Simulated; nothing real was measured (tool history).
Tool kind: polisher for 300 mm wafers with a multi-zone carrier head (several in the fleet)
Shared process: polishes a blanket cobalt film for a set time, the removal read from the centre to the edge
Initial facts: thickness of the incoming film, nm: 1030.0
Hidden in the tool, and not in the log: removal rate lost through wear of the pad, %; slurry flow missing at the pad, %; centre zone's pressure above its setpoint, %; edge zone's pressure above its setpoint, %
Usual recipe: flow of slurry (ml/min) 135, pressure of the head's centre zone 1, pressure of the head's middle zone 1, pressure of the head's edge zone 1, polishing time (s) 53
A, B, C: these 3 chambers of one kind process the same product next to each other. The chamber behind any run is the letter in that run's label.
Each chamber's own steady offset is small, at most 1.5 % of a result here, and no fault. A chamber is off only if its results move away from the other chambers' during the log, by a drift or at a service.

| run | hour | flow of slurry (ml/min) | pressure of the head's centre zone | pressure of the head's middle zone | pressure of the head's edge zone | polishing time (s) | wafers polished on this pad | hours since the slurry nozzle was cleaned | hours since the centre zone pressure was calibrated | hours since the edge zone pressure was calibrated | film removed at the wafer's centre (nm) | film removed at mid-radius (nm) | film removed at the wafer's edge (nm) |
|---|---|---|---|---|---|---|---|---|---|---|---|---|---|
| 1C | 4.3 | 135 | 1 | 1 | 1 | 53 | 676 | 161.5 | 305.2 | 850.6 | 321.06 | 311.87 | 310.67 |
| 2A | 7.8 | 135 | 1 | 1 | 1 | 53 | 734 | 437.0 | 318.8 | 1025.6 | 299.40 | 303.67 | 308.60 |
|  | 8.3 | chamber A: worn pad replaced by a new one |
| 3B | 10.3 | 135 | 1 | 1 | 1 | 53 | 669 | 19.5 | 417.9 | 1297.4 | 311.24 | 310.93 | 315.15 |
| 4C | 14.3 | 135 | 1 | 1 | 1 | 53 | 798 | 171.5 | 315.2 | 860.6 | 320.49 | 305.12 | 309.22 |
| 5A | 16.9 | 135 | 1 | 1 | 1 | 53 | 105 | 446.1 | 327.9 | 1034.7 | 300.35 | 304.23 | 305.97 |
| 6B | 20.1 | 135 | 1 | 1 | 1 | 53 | 788 | 29.3 | 427.7 | 1307.2 | 311.47 | 305.33 | 314.74 |
|  | 22.0 | chamber B: worn pad replaced by a new one |
| 7C | 22.4 | 135 | 1 | 1 | 1 | 53 | 897 | 179.6 | 323.3 | 868.7 | 311.77 | 303.61 | 309.73 |
| 8A | 25.3 | 135 | 1 | 1 | 1 | 53 | 208 | 454.5 | 336.3 | 1043.1 | 300.27 | 304.74 | 310.89 |
| 9B | 28.8 | 135 | 1 | 1 | 1 | 53 | 83 | 38.0 | 436.4 | 1315.9 | 313.76 | 309.65 | 316.89 |
| 10B | 33.1 | 135 | 1 | 1 | 1 | 53 | 135 | 42.3 | 440.7 | 1320.2 | 306.52 | 312.37 | 314.11 |
| 11A | 36.7 | 135 | 1 | 1 | 1 | 53 | 347 | 465.9 | 347.7 | 1054.5 | 306.93 | 304.95 | 312.33 |
| 12C | 40.4 | 135 | 1 | 1 | 1 | 53 | 1117 | 197.6 | 341.3 | 886.7 | 307.18 | 298.59 | 302.60 |
|  | 43.5 | chamber C: worn pad replaced by a new one |
| 13A | 44.2 | 100 | 1 | 1 | 1 | 53 | 439 | 473.4 | 355.2 | 1062.0 | 278.83 | 283.68 | 293.44 |
| 14C | 49.1 | 100 | 1 | 1 | 1 | 53 | 68 | 206.3 | 350.0 | 895.4 | 274.18 | 272.37 | 276.85 |
|  | 50.7 | chamber B: edge zone pressure recalibrated |
| 15B | 54.5 | 100 | 1 | 1 | 1 | 53 | 397 | 63.7 | 462.1 | 3.9 | 289.43 | 284.17 | 298.22 |
| 16B | 58.5 | 135 | 1 | 1 | 1 | 53 | 446 | 67.7 | 466.1 | 7.9 | 310.82 | 311.21 | 318.65 |
| 17C | 63.3 | 135 | 1 | 1 | 1 | 53 | 242 | 220.5 | 364.2 | 909.6 | 285.47 | 290.13 | 297.57 |
|  | 65.4 | chamber A: worn pad replaced by a new one |
| 18A | 66.2 | 135 | 1 | 1 | 1 | 53 | 9 | 495.4 | 377.2 | 1084.0 | 304.94 | 306.89 | 308.13 |
| 19B | 69.4 | 135 | 1 | 1 | 1 | 53 | 579 | 78.6 | 477.0 | 18.8 | 303.65 | 305.96 | 308.96 |
| 20A | 74.7 | 135 | 1 | 1 | 1 | 53 | 113 | 503.9 | 385.7 | 1092.5 | 300.52 | 302.64 | 309.91 |
|  | 75.6 | chamber A: edge zone pressure recalibrated |
| 21C | 78.3 | 135 | 1 | 1 | 1 | 53 | 425 | 235.5 | 379.2 | 924.6 | 281.70 | 281.36 | 290.52 |
| 22A | 82.1 | 135 | 1 | 1 | 1 | 53 | 204 | 511.3 | 393.1 | 6.6 | 302.13 | 305.98 | 308.56 |
|  | 83.5 | chamber B: worn pad replaced by a new one |
| 23B | 86.4 | 135 | 1 | 1 | 1 | 53 | 36 | 95.6 | 494.0 | 35.8 | 306.80 | 307.69 | 322.76 |

All chambers now run identical settings, listed one chamber a line with results as question marks. What results will each chamber show?
| 24A | 90.2 | 135 | 1 | 1 | 1 | 67 |  |  |  |  | ? | ? | ? |
| 24B | 90.2 | 135 | 1 | 1 | 1 | 67 |  |  |  |  | ? | ? | ? |
| 24C | 90.2 | 135 | 1 | 1 | 1 | 67 |  |  |  |  | ? | ? | ? |

| run | film removed at the wafer's centre (nm) | film removed at mid-radius (nm) | film removed at the wafer's edge (nm) |
|---|---|---|---|
| 24A | 388.45 | 387.75 | 392.97 |
| 24B | 393.56 | 388.52 | 397.84 |
| 24C | 340.29 | 337.00 | 353.92 |

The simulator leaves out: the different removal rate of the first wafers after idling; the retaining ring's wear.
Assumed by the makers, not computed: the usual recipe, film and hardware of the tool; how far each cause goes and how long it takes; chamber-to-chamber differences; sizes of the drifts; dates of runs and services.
